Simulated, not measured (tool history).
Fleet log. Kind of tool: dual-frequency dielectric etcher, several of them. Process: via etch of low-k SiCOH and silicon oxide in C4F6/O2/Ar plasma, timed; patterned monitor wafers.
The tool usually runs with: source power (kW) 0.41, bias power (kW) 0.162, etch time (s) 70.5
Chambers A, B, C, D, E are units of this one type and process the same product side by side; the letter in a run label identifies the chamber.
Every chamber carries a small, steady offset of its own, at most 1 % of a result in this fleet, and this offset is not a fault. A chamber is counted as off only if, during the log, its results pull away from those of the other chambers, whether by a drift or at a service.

run	day	source power (kW)	bias power (kW)	etch time (s)	read-back reference wafer on the same gauge, depth_nm	mean etch depth across the wafer (angstrom)
1B	0.25	0.41	0.162	70.5	209.11	1945.3
2A	0.55	0.41	0.162	70.5	209.13	1950.5
3D	0.846	0.41	0.162	70.5	209.08	1911.9
4E	1.167	0.41	0.162	70.5	208.89	1932.7
5C	1.404	0.41	0.162	70.5	208.99	1936.2
6A	1.633	0.41	0.162	70.5	208.89	1925
7C	1.988	0.41	0.162	70.5	209.18	1938.1
8B	2.246	0.41	0.162	70.5	209.09	1951.1
9E	2.483	0.41	0.162	70.5	209.35	1929.2
10D	2.842	0.41	0.162	70.5	208.98	1913.9
11B	3.175	0.33	0.162	84	209.04	2097.3
12D	3.633	0.33	0.162	84	209.27	2087.5
# day 3.708: chamber A: wet clean of the chamber
13E	3.929	0.33	0.162	84	209.19	2115.6
14C	4.175	0.33	0.162	84	208.77	2114.2
15A	4.675	0.33	0.162	84	209.08	2099.8
16C	5.2	0.41	0.162	70.5	208.98	1952.6
17D	5.45	0.41	0.162	70.5	208.98	1911.1
18A	5.883	0.41	0.162	70.5	209.09	1916.2
19B	6.15	0.41	0.162	70.5	209.22	1932.1
20E	6.458	0.41	0.162	70.5	209.26	1920.3
21D	6.821	0.41	0.162	70.5	208.66	1897
# day 6.925: chamber C: wet clean of the chamber
22A	7.25	0.41	0.162	70.5	208.71	1920
23B	7.638	0.41	0.162	70.5	209.01	1952
24C	7.971	0.41	0.162	70.5	208.96	1927.6
# day 8.038: chamber A: source power generator calibrated
25E	8.488	0.41	0.162	70.5	208.85	1909.7
26A	8.75	0.41	0.162	70.5	208.92	1935
27C	9.192	0.41	0.162	70.5	209.09	1939.8
# day 9.354: chamber E: wet clean of the chamber
28E	9.554	0.41	0.162	70.5	209.16	1878.5
29D	9.996	0.41	0.144	70.5	209.05	1827.4
30B	10.446	0.41	0.144	70.5	209.21	1869.5
31E	10.733	0.41	0.144	70.5	209.14	1798.5
# day 11.129: chamber D: wet clean of the chamber
32C	11.258	0.41	0.144	70.5	209.31	1855.5
33D	11.542	0.41	0.144	70.5	209.17	1831.9
34B	11.917	0.41	0.162	70.5	209.07	1937.8
35A	12.233	0.41	0.162	70.5	208.96	1927.8
36B	12.6	0.41	0.162	70.5	209.04	1944.5
37A	12.883	0.41	0.162	70.5	209.06	1950.6
38C	13.338	0.41	0.162	70.5	209.08	1916.2
39E	13.842	0.41	0.162	70.5	209.08	1863.1
40D	14.329	0.41	0.162	70.5	209	1893.8
41E	14.621	0.41	0.162	70.5	208.95	1873.2
42D	14.971	0.41	0.162	70.5	209	1908.3
43B	15.358	0.41	0.162	70.5	209.33	1957.2
44A	15.721	0.41	0.162	70.5	209.02	1942.4

Does one chamber stand apart from the rest, does the shared gauge drift, or is all well apart from small per-chamber offsets? Give the chamber and the most likely cause, where there is one.

Chamber E came out of a service off from its peers and stayed that way.
Most likely cause: etch rate under this chamber's usual, % = 2.9.

Chamber E could run next with any of the 4 candidate recipes listed below; each alters the usual settings, and their results appear as question marks. Which one brings its results back in line with what the other chambers deliver on the usual settings?
In line here means within this much of the mean the other chambers give on the usual settings: mean etch depth across the wafer (angstrom) 36
45E-1	16.096	0.38	0.162	70.5		?
45E-2	16.096	0.42	0.164	74.5		?
45E-3	16.096	0.4	0.16	66.5		?
45E-4	16.096	0.41	0.162	72.5		?

The mean the other chambers reach with the usual settings: mean etch depth across the wafer (angstrom) 1927.5
run	mean etch depth across the wafer (angstrom)
45E-1	1808.3
45E-2	1996
45E-3	1734.2
45E-4	1916.7
45E-4 brings the chamber back in line.
